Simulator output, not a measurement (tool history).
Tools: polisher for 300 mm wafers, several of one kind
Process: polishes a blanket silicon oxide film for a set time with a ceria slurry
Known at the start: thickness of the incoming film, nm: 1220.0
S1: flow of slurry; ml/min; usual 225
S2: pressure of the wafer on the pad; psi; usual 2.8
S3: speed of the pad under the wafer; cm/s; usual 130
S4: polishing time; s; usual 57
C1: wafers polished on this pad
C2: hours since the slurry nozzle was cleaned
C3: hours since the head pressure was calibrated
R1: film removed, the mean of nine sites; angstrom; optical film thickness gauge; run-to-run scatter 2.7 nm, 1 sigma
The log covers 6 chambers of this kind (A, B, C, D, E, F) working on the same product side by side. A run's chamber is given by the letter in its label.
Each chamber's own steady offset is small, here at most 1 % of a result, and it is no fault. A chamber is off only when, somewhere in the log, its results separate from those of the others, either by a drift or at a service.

| run | hour | S1 | S2 | S3 | S4 | C1 | C2 | C3 | R1 |
|---|---|---|---|---|---|---|---|---|---|
|  | 5.5 | chamber E: worn pad replaced by a new one |
| 1C | 7.8 | 225 | 2.8 | 130 | 57 | 852 | 141.9 | 244.8 | 3438.2 |
|  | 12.3 | chamber A: worn pad replaced by a new one |
| 2A | 15.6 | 225 | 2.8 | 130 | 57 | 20 | 248.4 | 459.7 | 3445.3 |
| 3E | 21.9 | 225 | 2.8 | 130 | 57 | 100 | 385.6 | 549.5 | 3370.0 |
|  | 23.4 | chamber C: worn pad replaced by a new one |
|  | 28.7 | chamber B: worn pad replaced by a new one |
| 4F | 34.0 | 225 | 2.8 | 130 | 57 | 298 | 56.4 | 561.4 | 3440.8 |
| 5D | 41.5 | 225 | 2.8 | 130 | 57 | 455 | 201.3 | 911.0 | 3400.5 |
| 6B | 53.2 | 225 | 2.8 | 130 | 57 | 150 | 754.7 | 1041.0 | 3439.2 |
| 7B | 60.1 | 225 | 2.8 | 130 | 41 | 192 | 761.6 | 1047.9 | 2485.8 |
| 8E | 69.4 | 225 | 2.8 | 130 | 41 | 391 | 433.1 | 597.0 | 2467.1 |
| 9D | 76.7 | 225 | 2.8 | 130 | 41 | 670 | 236.5 | 946.2 | 2472.0 |
|  | 78.4 | chamber A: head pressure recalibrated |
| 10F | 85.0 | 225 | 2.8 | 130 | 41 | 610 | 107.4 | 612.4 | 2500.2 |
| 11C | 93.2 | 225 | 2.8 | 130 | 41 | 427 | 227.3 | 330.2 | 2483.1 |
|  | 95.6 | chamber F: worn pad replaced by a new one |
| 12A | 100.5 | 225 | 2.8 | 130 | 41 | 540 | 333.3 | 22.2 | 2487.2 |
|  | 104.8 | chamber D: worn pad replaced by a new one |
|  | 107.7 | chamber A: slurry nozzle cleaned |
| 13B | 108.5 | 225 | 2.8 | 130 | 57 | 488 | 810.0 | 1096.3 | 3467.2 |
| 14E | 117.3 | 225 | 2.8 | 130 | 57 | 684 | 481.0 | 644.9 | 3411.7 |
|  | 118.0 | chamber B: worn pad replaced by a new one |
| 15F | 125.4 | 225 | 2.8 | 130 | 57 | 182 | 147.8 | 652.8 | 3477.7 |
| 16D | 135.8 | 225 | 2.8 | 130 | 41 | 189 | 295.6 | 1005.3 | 2437.1 |
|  | 142.3 | chamber A: worn pad replaced by a new one |
| 17A | 144.4 | 225 | 2.8 | 130 | 41 | 13 | 36.8 | 66.1 | 2512.3 |
|  | 149.7 | chamber B: slurry nozzle cleaned |
| 18C | 153.8 | 225 | 2.8 | 130 | 41 | 798 | 287.9 | 390.8 | 2475.7 |
|  | 154.6 | chamber E: head pressure recalibrated |
| 19D | 165.4 | 225 | 2.8 | 130 | 41 | 370 | 325.2 | 1034.9 | 2466.5 |
| 20E | 174.3 | 225 | 2.8 | 130 | 41 | 1033 | 538.0 | 19.7 | 2478.9 |
| 21B | 184.2 | 225 | 2.8 | 130 | 41 | 405 | 34.5 | 1172.0 | 2481.3 |
|  | 185.4 | chamber C: worn pad replaced by a new one |
|  | 185.7 | chamber B: head pressure recalibrated |
|  | 186.1 | chamber C: slurry nozzle cleaned |
| 22F | 194.9 | 225 | 2.8 | 130 | 57 | 607 | 217.3 | 722.3 | 3445.4 |
|  | 199.6 | chamber B: worn pad replaced by a new one |
| 23A | 203.8 | 225 | 2.8 | 172 | 64 | 376 | 96.2 | 125.5 | 5123.4 |
|  | 214.4 | chamber D: slurry nozzle cleaned |
| 24C | 215.7 | 225 | 2.8 | 172 | 64 | 185 | 29.7 | 452.7 | 5094.3 |
|  | 216.1 | chamber F: worn pad replaced by a new one |
|  | 220.7 | chamber E: worn pad replaced by a new one |
| 25E | 222.0 | 225 | 2.8 | 172 | 64 | 8 | 585.7 | 67.4 | 5149.4 |
| 26B | 230.0 | 225 | 2.8 | 172 | 64 | 186 | 80.3 | 44.4 | 4657.6 |
| 27C | 240.1 | 225 | 2.8 | 172 | 64 | 335 | 54.1 | 477.1 | 5168.3 |
| 28A | 247.9 | 225 | 2.8 | 172 | 64 | 646 | 140.3 | 169.6 | 4995.2 |
|  | 252.5 | chamber D: worn pad replaced by a new one |
| 29D | 254.3 | 225 | 2.0 | 130 | 47 | 11 | 39.9 | 1123.8 | 2002.8 |
| 30F | 266.1 | 225 | 2.0 | 130 | 47 | 306 | 288.5 | 793.5 | 2044.9 |
| 31B | 275.4 | 225 | 2.0 | 130 | 47 | 463 | 125.7 | 89.8 | 1851.5 |
|  | 275.8 | chamber B: worn pad replaced by a new one |
|  | 277.8 | chamber A: worn pad replaced by a new one |
| 32F | 287.2 | 225 | 2.0 | 130 | 47 | 435 | 309.6 | 814.6 | 2051.4 |
| 33A | 297.4 | 225 | 2.0 | 130 | 47 | 120 | 189.8 | 219.1 | 2021.1 |
|  | 298.4 | chamber F: head pressure recalibrated |
|  | 302.9 | chamber F: slurry nozzle cleaned |
| 34C | 305.7 | 225 | 2.0 | 130 | 47 | 736 | 119.7 | 542.7 | 2036.4 |
| 35D | 312.9 | 225 | 2.8 | 130 | 57 | 369 | 98.5 | 1182.4 | 3429.5 |
| 36E | 319.5 | 225 | 2.8 | 160 | 57 | 604 | 683.2 | 164.9 | 4199.1 |
| 37B | 332.1 | 225 | 2.8 | 160 | 57 | 344 | 182.4 | 146.5 | 3926.4 |
| 38E | 338.1 | 225 | 2.8 | 160 | 57 | 718 | 701.8 | 183.5 | 4243.0 |
|  | 350.2 | chamber C: worn pad replaced by a new one |
| 39D | 350.5 | 225 | 2.8 | 160 | 57 | 599 | 136.1 | 1220.0 | 4200.5 |
|  | 355.5 | chamber F: worn pad replaced by a new one |
| 40F | 357.3 | 225 | 2.8 | 160 | 57 | 11 | 54.5 | 59.0 | 4270.0 |
| 41A | 364.0 | 225 | 2.8 | 160 | 57 | 527 | 256.4 | 285.7 | 4242.7 |
| 42C | 375.0 | 225 | 2.8 | 130 | 57 | 152 | 189.0 | 612.0 | 3486.8 |

Is one chamber out of step, is the gauge drifting, or do the chambers differ by no more than their own small offsets? For an off chamber, give its letter and the likeliest cause.

A service left chamber B off against the others.
Likeliest cause: head's pressure below its setpoint, % = 8.16.

Here are 4 candidates for chamber B's next run, each the usual settings with a change, their results left as question marks. Which one brings its results back in line with what the others give on the usual settings?
Maximum distance from the other chambers' mean on the usual settings for a result to count as in line: R1 94.0 angstrom
| 43B-1 | 383.9 | 225 | 2.6 | 118 | 57 |  |  |  | ? |
| 43B-2 | 383.9 | 225 | 2.8 | 130 | 68 |  |  |  | ? |
| 43B-3 | 383.9 | 225 | 2.7 | 124 | 57 |  |  |  | ? |
| 43B-4 | 383.9 | 225 | 2.8 | 130 | 62 |  |  |  | ? |

The mean the other chambers reach with the usual settings: R1 3438.6 angstrom
| run | R1 |
|---|---|
| 43B-1 | 2642.2 |
| 43B-2 | 3749.9 |
| 43B-3 | 2887.4 |
| 43B-4 | 3419.0 |
43B-4 puts the chamber back in line with the other chambers.

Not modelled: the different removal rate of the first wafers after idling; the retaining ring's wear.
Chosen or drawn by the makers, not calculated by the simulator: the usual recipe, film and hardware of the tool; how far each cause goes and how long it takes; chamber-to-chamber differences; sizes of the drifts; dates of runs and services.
